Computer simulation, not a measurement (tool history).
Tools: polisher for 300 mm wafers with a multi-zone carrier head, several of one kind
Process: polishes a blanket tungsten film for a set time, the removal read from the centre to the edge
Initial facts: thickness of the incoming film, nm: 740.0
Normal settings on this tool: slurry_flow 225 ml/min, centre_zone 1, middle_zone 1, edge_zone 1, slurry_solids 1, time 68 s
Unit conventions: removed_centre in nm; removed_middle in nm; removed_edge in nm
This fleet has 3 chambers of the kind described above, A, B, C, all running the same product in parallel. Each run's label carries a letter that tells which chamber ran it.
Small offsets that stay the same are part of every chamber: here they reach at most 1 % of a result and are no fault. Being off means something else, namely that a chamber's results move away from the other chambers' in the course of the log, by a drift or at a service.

run,hour,slurry_flow,centre_zone,middle_zone,edge_zone,slurry_solids,time,wafers polished on this pad,hours since the slurry nozzle was cleaned,hours since the centre zone pressure was calibrated,hours since the edge zone pressure was calibrated,removed_centre,removed_middle,removed_edge
1C,12.6,225,1,1,1,1,68,996,248,166.7,141.7,216.76,214.57,210.65
# hour 15.5: chamber A: worn pad replaced by a new one
# hour 17.7: chamber B: worn pad replaced by a new one
2B,19.1,225,1,1,1,1,68,9,728,46.1,343.4,217.05,216.92,212.71
# hour 27.6: chamber C: worn pad replaced by a new one
3A,28.6,225,1,1,1,1,68,87,235.7,258.1,957.9,214.37,213.33,211.43
4C,38.9,225,1,1,1,1,68,75,274.3,193,168,218.33,211.34,216.4
5A,50.9,225,1.11,1,1,1,68,234,258,280.4,980.2,238.6,214.23,212.03
6B,62.6,225,1.11,1,1,1,68,298,771.5,89.6,386.9,236.42,211.33,216.18
7A,72.5,225,1.11,1,1,1,68,378,279.6,302,1001.8,238.56,211.28,211.41
8C,81,225,1,1,1,1,68,354,316.4,235.1,210.1,208.34,216.75,208.85
# hour 82.8: chamber B: slurry nozzle cleaned
9B,92.5,225,1,1,1,1,68,496,9.8,119.5,416.8,213.35,217.35,212.74
10A,102.3,225,1,1,1,1,68,575,309.4,331.8,1031.6,217.64,207.44,207.75
11B,113.2,225,1,1,1,1,68,634,30.5,140.2,437.5,214.07,218.21,215.02
# hour 121.1: chamber B: worn pad replaced by a new one
12C,123.9,225,1,1,1,1,68,638,359.3,278,253,209.73,212.02,210.53
13B,132.8,225,1,1,1,1,68,78,50.1,159.8,457.1,210.46,216.09,211.67
14C,140.9,225,1,1,1,1,68,751,376.3,295,270,207.45,220.78,210.05
15A,147.8,225,0.88,1,1,1,68,877,354.9,377.3,1077.1,183.16,212.15,207.31
16B,159.8,225,0.88,1,1,1,68,257,77.1,186.8,484.1,182.27,217.01,213.05
17A,171.4,225,0.88,1,1,1,68,1034,378.5,400.9,1100.7,181.64,208.68,208.25
# hour 177: chamber C: centre zone pressure recalibrated
18C,182.9,225,1,1,1,1,68,1030,418.3,5.9,312,208.41,209.33,209.34
# hour 184: chamber C: worn pad replaced by a new one
19C,192.1,225,1,1,1,1,68,54,427.5,15.1,321.2,217.39,206.84,211.17
20B,200.3,225,1,1,1,1,68,525,117.6,227.3,524.6,214,208.91,210.3
# hour 206.4: chamber B: worn pad replaced by a new one
21A,212.2,225,1,1,1.06,1,68,1304,419.3,441.7,1141.5,209.23,201.52,215.7
# hour 212.9: chamber A: edge zone pressure recalibrated
# hour 222.4: chamber A: worn pad replaced by a new one
22B,222.4,225,1,1,1.06,1,68,106,139.7,249.4,546.7,214.08,218.53,216.72
23A,229,225,1,1,1.06,1,68,43,436.1,458.5,16.1,205.63,206.78,215.54
24C,240.7,225,1,1,1,1,68,376,476.1,63.7,369.8,210.05,210.61,216.87
25A,252.4,225,1,1,1,1,68,198,459.5,481.9,39.5,209.85,206.66,207.31
26B,262.7,225,1,1,1,1,68,373,180,289.7,587,218.66,212.47,210.84
27C,270.4,225,1,1,1,1,68,573,505.8,93.4,399.5,212.53,212.13,211.26
28A,282.3,225,1,1,1,1,68,397,489.4,511.8,69.4,205.89,203.03,205.41
29C,289.8,225,1,1,1,1,68,702,525.2,112.8,418.9,210.38,216.63,207.1
# hour 297.6: chamber B: worn pad replaced by a new one
30B,300.2,225,1,1,1,1,68,17,217.5,327.2,624.5,211.8,214.32,217.08
31C,308.5,225,1,1,1,1,68,826,543.9,131.5,437.6,205.22,217.23,212.97
32A,314.6,225,1,1,1,1,68,611,521.7,544.1,101.7,205.85,198.12,199.35
33B,322,225,0.96,0.92,1,1,68,162,239.3,349,646.3,209.3,194.89,215.22
34C,331,225,0.96,0.92,1,1,68,975,566.4,154,460.1,201.99,200.67,213.06
35A,338.2,225,0.96,0.92,1,1,68,768,545.3,567.7,125.3,195.11,187.72,199.22
# hour 346.1: chamber C: worn pad replaced by a new one
36B,349,225,0.96,1,1,0.9,68,341,266.3,376,673.3,199.55,209.46,207.82
37C,358.6,225,0.96,1,1,0.9,68,83,594,181.6,487.7,194.18,206.13,209.72
38B,364.9,225,0.96,1,1,0.9,68,446,282.2,391.9,689.2,202.65,211.57,209.62
39A,376.4,225,1,1,1,1,68,1021,583.5,605.9,163.5,199.26,199.36,199.97
40A,382.1,225,1,1,0.95,0.7,68,1059,589.2,611.6,169.2,178.59,179.95,179.98
41B,392.9,225,1,1,0.95,0.7,68,632,310.2,419.9,717.2,192.03,200.25,189.32
42C,403,225,1,1,0.95,0.7,68,377,638.4,226,532.1,195.96,198.88,189.39

The same settings go to every chamber for the next run, one line per chamber below. Forecast the results for each:
43A,412,225,1.11,1,1,1,68,,,,,?,?,?
43B,412,225,1.11,1,1,1,68,,,,,?,?,?
43C,412,225,1.11,1,1,1,68,,,,,?,?,?

run,removed_centre,removed_middle,removed_edge
43A,217.73,195.61,198.76
43B,241.44,215.73,209.11
43C,236.51,209.46,213.43

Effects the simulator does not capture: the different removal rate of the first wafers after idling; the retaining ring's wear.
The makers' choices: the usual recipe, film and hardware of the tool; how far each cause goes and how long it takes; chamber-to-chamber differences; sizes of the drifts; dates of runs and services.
